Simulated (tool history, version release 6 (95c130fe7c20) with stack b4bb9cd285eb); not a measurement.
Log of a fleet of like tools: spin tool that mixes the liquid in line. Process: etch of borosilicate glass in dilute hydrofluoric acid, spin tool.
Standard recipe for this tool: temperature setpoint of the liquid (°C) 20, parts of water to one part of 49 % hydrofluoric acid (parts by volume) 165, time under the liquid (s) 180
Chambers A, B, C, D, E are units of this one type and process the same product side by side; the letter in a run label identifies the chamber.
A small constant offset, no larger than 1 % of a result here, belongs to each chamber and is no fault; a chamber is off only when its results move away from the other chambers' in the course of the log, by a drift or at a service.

run   hour  temperature setpoint of the liquid (°C)  parts of water to one part of 49 % hydrofluoric acid (parts by volume)  time under the liquid (s)  read-back film thickness of the borosilicate glass reference wafer, read on the same gauge (nm)  thickness taken off the borosilicate glass on a monitor wafer (nm)
 1E    5.3                                       20                                                                     165                        180                                                                                           60.009                                                              22.375
 2B    9.3                                       20                                                                     165                        180                                                                                               60                                                              22.478
 3D   13.8                                       20                                                                     165                        180                                                                                           60.048                                                              22.389
 4C   17.6                                       20                                                                     165                        180                                                                                           60.012                                                                22.3
 5A   20.3                                       20                                                                     165                        180                                                                                           59.979                                                               22.31
 6C   23.1                                       20                                                                     165                        180                                                                                           59.992                                                               22.23
 7B     26                                       20                                                                     165                        180                                                                                            59.99                                                              22.281
 8E   28.6                                       20                                                                     165                        180                                                                                           59.955                                                              22.454
 9D     34                                       20                                                                     165                        180                                                                                           60.018                                                              22.268
10A     38                                       20                                                                     165                        180                                                                                           59.994                                                              22.407
11E   41.5                                       20                                                                     165                        180                                                                                           59.987                                                              22.391
12C   46.5                                       20                                                                     165                        180                                                                                           59.977                                                              22.312
13B   51.5                                       20                                                                     165                        180                                                                                           60.039                                                              22.327
14A   54.4                                       20                                                                     165                        180                                                                                           59.978                                                              22.474
15D     59                                       20                                                                     165                        180                                                                                            60.02                                                              22.454
16B   64.1                                       20                                                                     165                        180                                                                                           60.023                                                              22.327
17D   68.6                                       20                                                                     165                        180                                                                                           59.979                                                              22.304
18A   72.8                                       20                                                                     165                        180                                                                                           60.019                                                              22.385
19E   76.5                                       20                                                                     165                        180                                                                                           59.969                                                              22.544
20C   82.1                                       20                                                                     165                        180                                                                                           60.039                                                              22.165
21D   85.6                                       20                                                                     165                        180                                                                                           59.985                                                              22.355
22E   90.8                                       20                                                                     165                        180                                                                                           59.989                                                              22.495
23C   95.4                                       20                                                                     165                        180                                                                                           60.015                                                              22.145
24A   99.7                                       20                                                                     165                        180                                                                                           59.979                                                              22.475
25B  102.1                                       20                                                                     165                        180                                                                                           60.002                                                              22.394
26E  105.5                                       20                                                                     165                        180                                                                                           59.994                                                              22.397
27D  110.6                                       20                                                                     165                        180                                                                                           59.973                                                              22.529
28A  113.1                                       20                                                                     165                        180                                                                                           59.989                                                              22.612
29B  118.2                                       20                                                                     165                        180                                                                                           59.986                                                              22.368
30C  121.5                                       20                                                                     165                        180                                                                                           59.996                                                              22.361
31B  124.7                                       20                                                                     165                        180                                                                                            60.02                                                              22.478
32E    128                                       20                                                                     165                        180                                                                                           60.007                                                              22.289
33C    133                                       23                                                                     105                        180                                                                                           60.001                                                              42.416
34A  136.3                                       23                                                                     105                        180                                                                                           59.994                                                              42.375
35D  141.2                                       23                                                                     105                        180                                                                                           59.992                                                              42.111
36C  145.1                                       23                                                                     105                        180                                                                                           59.969                                                              42.261
37B    148                                       23                                                                     105                        180                                                                                           59.957                                                              42.837

One chamber off, gauge drift, or nothing amiss beyond the chambers' own small offsets? If it is a chamber, which one, and what is the likeliest cause?

Neither any chamber nor the gauge drifts; the chambers differ only by their own small, steady offsets.
